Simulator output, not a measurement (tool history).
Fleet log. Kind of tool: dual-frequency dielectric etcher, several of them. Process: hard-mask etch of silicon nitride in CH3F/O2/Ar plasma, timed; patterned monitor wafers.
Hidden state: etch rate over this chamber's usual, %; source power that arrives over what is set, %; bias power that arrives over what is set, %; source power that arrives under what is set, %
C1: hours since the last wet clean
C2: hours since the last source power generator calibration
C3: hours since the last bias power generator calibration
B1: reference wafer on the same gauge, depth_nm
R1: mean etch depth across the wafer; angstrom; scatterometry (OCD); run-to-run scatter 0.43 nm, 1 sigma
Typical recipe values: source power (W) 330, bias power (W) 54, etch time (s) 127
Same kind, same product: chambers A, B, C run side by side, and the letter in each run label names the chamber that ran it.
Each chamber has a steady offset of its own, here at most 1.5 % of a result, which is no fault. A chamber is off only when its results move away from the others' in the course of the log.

Run 1A, hour 2.9: usual settings; C1 177.1; C2 884.5; C3 900.0; B1 82.219. Result: R1 753.71 angstrom.
Run 2B, hour 9.0: usual settings; C1 16.6; C2 920.5; C3 1299.4; B1 82.092. Result: R1 753.22 angstrom.
Run 3C, hour 12.4: usual settings; C1 236.8; C2 162.4; C3 3019.2; B1 82.008. Result: R1 768.37 angstrom.
Run 4B, hour 18.6: usual settings; C1 26.2; C2 930.1; C3 1309.0; B1 81.934. Result: R1 744.40 angstrom.
Run 5C, hour 21.5: usual settings; C1 245.9; C2 171.5; C3 3028.3; B1 82.140. Result: R1 758.80 angstrom.
Run 6A, hour 25.3: usual settings; C1 199.5; C2 906.9; C3 922.4; B1 82.093. Result: R1 748.69 angstrom.
Run 7C, hour 28.2: usual settings; C1 252.6; C2 178.2; C3 3035.0; B1 82.158. Result: R1 758.83 angstrom.
Run 8B, hour 32.7: usual settings; C1 40.3; C2 944.2; C3 1323.1; B1 82.169. Result: R1 756.25 angstrom.
Run 9A, hour 37.9: usual settings; C1 212.1; C2 919.5; C3 935.0; B1 82.041. Result: R1 750.72 angstrom.
Run 10B, hour 42.1: usual settings; C1 49.7; C2 953.6; C3 1332.5; B1 82.092. Result: R1 750.48 angstrom.
Run 11A, hour 46.2: usual settings; C1 220.4; C2 927.8; C3 943.3; B1 82.068. Result: R1 745.62 angstrom.
Run 12C, hour 51.0: usual settings but bias power (W) 59, etch time (s) 107; C1 275.4; C2 201.0; C3 3057.8; B1 81.995. Result: R1 657.28 angstrom.
Run 13C, hour 54.4: usual settings but bias power (W) 59, etch time (s) 107; C1 278.8; C2 204.4; C3 3061.2; B1 82.058. Result: R1 657.42 angstrom.
Run 14A, hour 60.5: usual settings but bias power (W) 59, etch time (s) 107; C1 234.7; C2 942.1; C3 957.6; B1 82.219. Result: R1 652.02 angstrom.
Run 15B, hour 64.4: usual settings; C1 72.0; C2 975.9; C3 1354.8; B1 82.016. Result: R1 755.65 angstrom.
Run 16A, hour 70.0: usual settings; C1 244.2; C2 951.6; C3 967.1; B1 82.037. Result: R1 759.06 angstrom.
Run 17B, hour 74.7: usual settings; C1 82.3; C2 986.2; C3 1365.1; B1 82.186. Result: R1 745.63 angstrom.
Run 18C, hour 78.4: usual settings; C1 302.8; C2 228.4; C3 3085.2; B1 82.131. Result: R1 759.40 angstrom.
Run 19A, hour 81.3: usual settings but source power (W) 360, etch time (s) 103; C1 255.5; C2 962.9; C3 978.4; B1 81.962. Result: R1 631.33 angstrom.
Run 20B, hour 86.2: usual settings but source power (W) 360, etch time (s) 103; C1 93.8; C2 997.7; C3 1376.6; B1 82.128. Result: R1 627.44 angstrom.
Run 21C, hour 89.4: usual settings but source power (W) 360, etch time (s) 103; C1 313.8; C2 239.4; C3 3096.2; B1 82.075. Result: R1 632.44 angstrom.
Run 22A, hour 94.7: usual settings but source power (W) 280, bias power (W) 61; C1 268.9; C2 976.3; C3 991.8; B1 82.091. Result: R1 732.75 angstrom.
Run 23C, hour 98.6: usual settings but source power (W) 280, bias power (W) 61; C1 323.0; C2 248.6; C3 3105.4; B1 82.056. Result: R1 737.07 angstrom.
Run 24B, hour 101.4: usual settings but source power (W) 280, bias power (W) 61; C1 109.0; C2 1012.9; C3 1391.8; B1 82.057. Result: R1 724.13 angstrom.
Run 25B, hour 105.2: usual settings; C1 112.8; C2 1016.7; C3 1395.6; B1 82.192. Result: R1 749.00 angstrom.
Run 26C, hour 111.1: usual settings; C1 335.5; C2 261.1; C3 3117.9; B1 82.090. Result: R1 750.75 angstrom.
Run 27A, hour 116.8: usual settings; C1 291.0; C2 998.4; C3 1013.9; B1 82.083. Result: R1 748.92 angstrom.
Run 28A, hour 122.6: usual settings; C1 296.8; C2 1004.2; C3 1019.7; B1 82.169. Result: R1 753.55 angstrom.
Run 29C, hour 125.5: usual settings; C1 349.9; C2 275.5; C3 3132.3; B1 82.079. Result: R1 755.28 angstrom.
Run 30B, hour 129.2: usual settings; C1 136.8; C2 1040.7; C3 1419.6; B1 82.081. Result: R1 745.70 angstrom.
Run 31C, hour 135.2: usual settings; C1 359.6; C2 285.2; C3 3142.0; B1 82.076. Result: R1 762.64 angstrom.
Run 32B, hour 139.0: usual settings; C1 146.6; C2 1050.5; C3 1429.4; B1 82.005. Result: R1 752.04 angstrom.
Run 33A, hour 144.8: usual settings; C1 319.0; C2 1026.4; C3 1041.9; B1 82.038. Result: R1 749.15 angstrom.
Run 34C, hour 149.0: usual settings but source power (W) 360; C1 373.4; C2 299.0; C3 3155.8; B1 82.042. Result: R1 772.34 angstrom.

Has any chamber moved away from the others, gradually or after a service, or does the common gauge drift, or do the chambers differ only by their own small steady offsets? State the chamber and the most likely cause if one applies.

No chamber stands off beyond its own small offset, and the gauge holds steady.
